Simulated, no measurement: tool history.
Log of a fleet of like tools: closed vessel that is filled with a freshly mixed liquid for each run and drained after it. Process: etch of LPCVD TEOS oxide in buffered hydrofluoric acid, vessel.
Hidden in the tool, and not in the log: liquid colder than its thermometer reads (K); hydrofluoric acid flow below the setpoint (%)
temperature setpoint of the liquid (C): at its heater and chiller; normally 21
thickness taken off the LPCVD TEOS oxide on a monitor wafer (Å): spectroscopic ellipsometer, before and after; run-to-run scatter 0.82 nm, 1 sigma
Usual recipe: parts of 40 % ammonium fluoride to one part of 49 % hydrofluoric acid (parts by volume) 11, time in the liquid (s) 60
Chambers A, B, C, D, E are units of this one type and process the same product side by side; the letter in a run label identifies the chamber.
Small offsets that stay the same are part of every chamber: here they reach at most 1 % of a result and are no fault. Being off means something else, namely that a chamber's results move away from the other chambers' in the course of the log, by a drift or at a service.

| run | hour | temperature setpoint of the liquid (C) | parts of 40 % ammonium fluoride to one part of 49 % hydrofluoric acid (parts by volume) | time in the liquid (s) | hours since the thermometer was replaced | hours since the hydrofluoric acid flow meter was replaced | read-back film thickness of the LPCVD TEOS oxide reference wafer, read on the same gauge (nm) | thickness taken off the LPCVD TEOS oxide on a monitor wafer (Å) |
|---|---|---|---|---|---|---|---|---|
| 1A | 5.1 | 21 | 11 | 60 | 1774.7 | 309.8 | 60.022 | 1836.6 |
| 2C | 8.2 | 21 | 11 | 60 | 497.3 | 969.4 | 60.049 | 1816.5 |
| 3B | 11.9 | 21 | 11 | 60 | 1324.2 | 1475.8 | 59.998 | 1833.7 |
| 4D | 18.4 | 21 | 11 | 60 | 362.1 | 543.3 | 60.003 | 1835.2 |
| 5E | 23.5 | 21 | 14 | 80 | 2294.9 | 621.3 | 60.025 | 1937.9 |
| 6A | 27.8 | 21 | 14 | 80 | 1797.4 | 332.5 | 59.992 | 1910.5 |
| 7D | 32 | 21 | 14 | 80 | 375.7 | 556.9 | 60.017 | 1919.7 |
| 8C | 37.5 | 21 | 14 | 80 | 526.6 | 998.7 | 59.981 | 1927.9 |
| 9B | 43.6 | 21 | 14 | 80 | 1355.9 | 1507.5 | 59.953 | 1919.2 |
| 10E | 49.3 | 21 | 11 | 60 | 2320.7 | 647.1 | 60.006 | 1830.9 |
| 11C | 56.1 | 21 | 11 | 60 | 545.2 | 1017.3 | 59.955 | 1821.5 |
| 12E | 60.8 | 21 | 11 | 60 | 2332.2 | 658.6 | 60.001 | 1844.9 |
| 13D | 64.8 | 21 | 11 | 60 | 408.5 | 589.7 | 59.985 | 1839.4 |
| 14A | 69.6 | 21 | 11 | 60 | 1839.2 | 374.3 | 59.997 | 1834.6 |
| 15B | 74.9 | 21 | 11 | 60 | 1387.2 | 1538.8 | 60.034 | 1817.1 |
| 16B | 79.5 | 24 | 11 | 60 | 1391.8 | 1543.4 | 59.996 | 2166.9 |
| 17C | 83.5 | 24 | 11 | 60 | 572.6 | 1044.7 | 60.02 | 2149.3 |
| 18D | 86.8 | 24 | 11 | 60 | 430.5 | 611.7 | 60.011 | 2164.8 |
|  | 87.3 | chamber B: hydrofluoric acid flow meter replaced |
| 19A | 90.4 | 24 | 11 | 60 | 1860 | 395.1 | 60.011 | 2168.8 |
| 20E | 94.3 | 24 | 11 | 60 | 2365.7 | 692.1 | 60.026 | 2159.9 |
| 21B | 99.8 | 21 | 11 | 60 | 1412.1 | 12.6 | 60.019 | 1815.6 |
| 22E | 105 | 21 | 11 | 60 | 2376.4 | 702.8 | 60.044 | 1851.7 |
| 23C | 109.6 | 21 | 11 | 60 | 598.7 | 1070.8 | 60.014 | 1822.3 |
| 24A | 115.3 | 21 | 11 | 60 | 1884.9 | 420 | 60.031 | 1830.3 |
| 25D | 121.2 | 21 | 11 | 60 | 464.9 | 646.1 | 59.975 | 1828.7 |
| 26B | 124.4 | 21 | 11 | 60 | 1436.7 | 37.2 | 59.986 | 1837.2 |
| 27D | 130.6 | 21 | 11 | 60 | 474.3 | 655.5 | 60 | 1821.6 |
| 28E | 135.6 | 21 | 11 | 60 | 2407 | 733.4 | 60.002 | 1829.6 |
| 29C | 142.2 | 21 | 11 | 60 | 631.3 | 1103.4 | 60.031 | 1819.8 |
| 30A | 147.5 | 18.5 | 11 | 85 | 1917.1 | 452.2 | 59.999 | 2250.7 |
| 31E | 152 | 18.5 | 11 | 85 | 2423.4 | 749.8 | 59.976 | 2263.3 |
| 32B | 158.5 | 18.5 | 11 | 85 | 1470.8 | 71.3 | 60.007 | 2223.6 |
| 33A | 164.7 | 18.5 | 11 | 85 | 1934.3 | 469.4 | 60.01 | 2219.9 |
| 34D | 169.7 | 18.5 | 11 | 85 | 513.4 | 694.6 | 60.001 | 2264.1 |
| 35C | 175.8 | 21 | 11 | 60 | 664.9 | 1137 | 60.051 | 1826.6 |
| 36C | 180.2 | 21 | 11 | 60 | 669.3 | 1141.4 | 59.991 | 1821.4 |

Decide between three cases: one chamber stands off from its peers, the gauge reading all wafers drifts, or nothing is wrong past each chamber's small offset. Where a chamber is off, say which and what most likely put it there.

Nothing is wrong: each chamber keeps only its own small, steady offset and the gauge holds still.
